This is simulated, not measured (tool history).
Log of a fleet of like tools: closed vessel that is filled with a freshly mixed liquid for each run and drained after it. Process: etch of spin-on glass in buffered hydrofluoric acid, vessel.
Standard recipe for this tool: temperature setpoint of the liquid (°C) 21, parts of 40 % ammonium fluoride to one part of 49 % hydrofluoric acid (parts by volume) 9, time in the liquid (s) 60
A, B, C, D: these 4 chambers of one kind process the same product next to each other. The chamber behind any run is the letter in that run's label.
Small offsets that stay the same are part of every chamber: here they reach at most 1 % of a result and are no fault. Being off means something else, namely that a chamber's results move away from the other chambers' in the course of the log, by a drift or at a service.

run,hour,temperature setpoint of the liquid (°C),parts of 40 % ammonium fluoride to one part of 49 % hydrofluoric acid (parts by volume),time in the liquid (s),hours since the thermometer was replaced,hours since the hydrofluoric acid flow meter was replaced,"read-back film thickness of the spin-on glass reference wafer, read on the same gauge (nm)",thickness taken off the spin-on glass on a monitor wafer (angstrom)
1A,5.7,21,9,60,1578.9,117.2,110,1381.2
2B,15.4,21,9,60,1265.5,1595.2,109.98,1406.5
3C,27.1,21,9,60,693.6,94,110,1391.4
4D,36.9,21,9,60,967.2,283.1,110.01,1387.2
5C,43.5,21,7,60,710,110.4,110.01,1813.4
6A,50,21,7,60,1623.2,161.5,109.99,1821.7
7D,58.1,21,7,60,988.4,304.3,109.99,1820.7
8B,67.4,21,7,60,1317.5,1647.2,109.99,1857.6
9C,77.5,21,9,60,744,144.4,110.02,1389.9
10D,84.1,21,9,60,1014.4,330.3,110,1386.4
11B,91.6,21,9,60,1341.7,1671.4,109.99,1416.1
12A,102.3,21,9,60,1675.5,213.8,109.96,1382.1
13D,110.7,21,9,60,1041,356.9,110.02,1383.5
14A,116.6,21,9,60,1689.8,228.1,110.01,1383
15C,126.9,21,9,60,793.4,193.8,109.99,1376
16B,137.7,21,9,60,1387.8,1717.5,109.99,1407.6
17A,144.7,21,11.5,60,1717.9,256.2,110.01,1121.7
18B,155.3,21,11.5,60,1405.4,1735.1,109.99,1145.8
19C,167.2,21,11.5,60,833.7,234.1,109.99,1134.2
20D,175.9,21,11.5,60,1106.2,422.1,110.02,1123.7
21A,183.7,21,9,60,1756.9,295.2,109.99,1376.4
22B,194.8,25.5,9,75,1444.9,1774.6,110.02,2263.4
23D,206.1,25.5,9,75,1136.4,452.3,110.03,2233.6
24C,211.7,25.5,9,75,878.2,278.6,110.03,2206.1
25D,217.4,25.5,9,75,1147.7,463.6,110,2225.2
26A,229,21,9,60,1802.2,340.5,109.99,1371.9
27B,239.2,21,9,60,1489.3,1819,110,1413.2
28C,250.3,21,9,60,916.8,317.2,109.99,1382.5
29C,256,21,12.5,30,922.5,322.9,110.01,524.05
30B,266.7,21,12.5,30,1516.8,1846.5,109.99,526.17
31A,272.4,21,12.5,30,1845.6,383.9,109.96,517.9
32D,281.1,21,12.5,30,1211.4,527.3,110.01,519.78

Is one chamber off against the others, does the gauge drift, or is nothing wrong? If a chamber is off, say which, and what the likeliest cause is.

Neither any chamber nor the gauge drifts; the chambers differ only by their own small, steady offsets.

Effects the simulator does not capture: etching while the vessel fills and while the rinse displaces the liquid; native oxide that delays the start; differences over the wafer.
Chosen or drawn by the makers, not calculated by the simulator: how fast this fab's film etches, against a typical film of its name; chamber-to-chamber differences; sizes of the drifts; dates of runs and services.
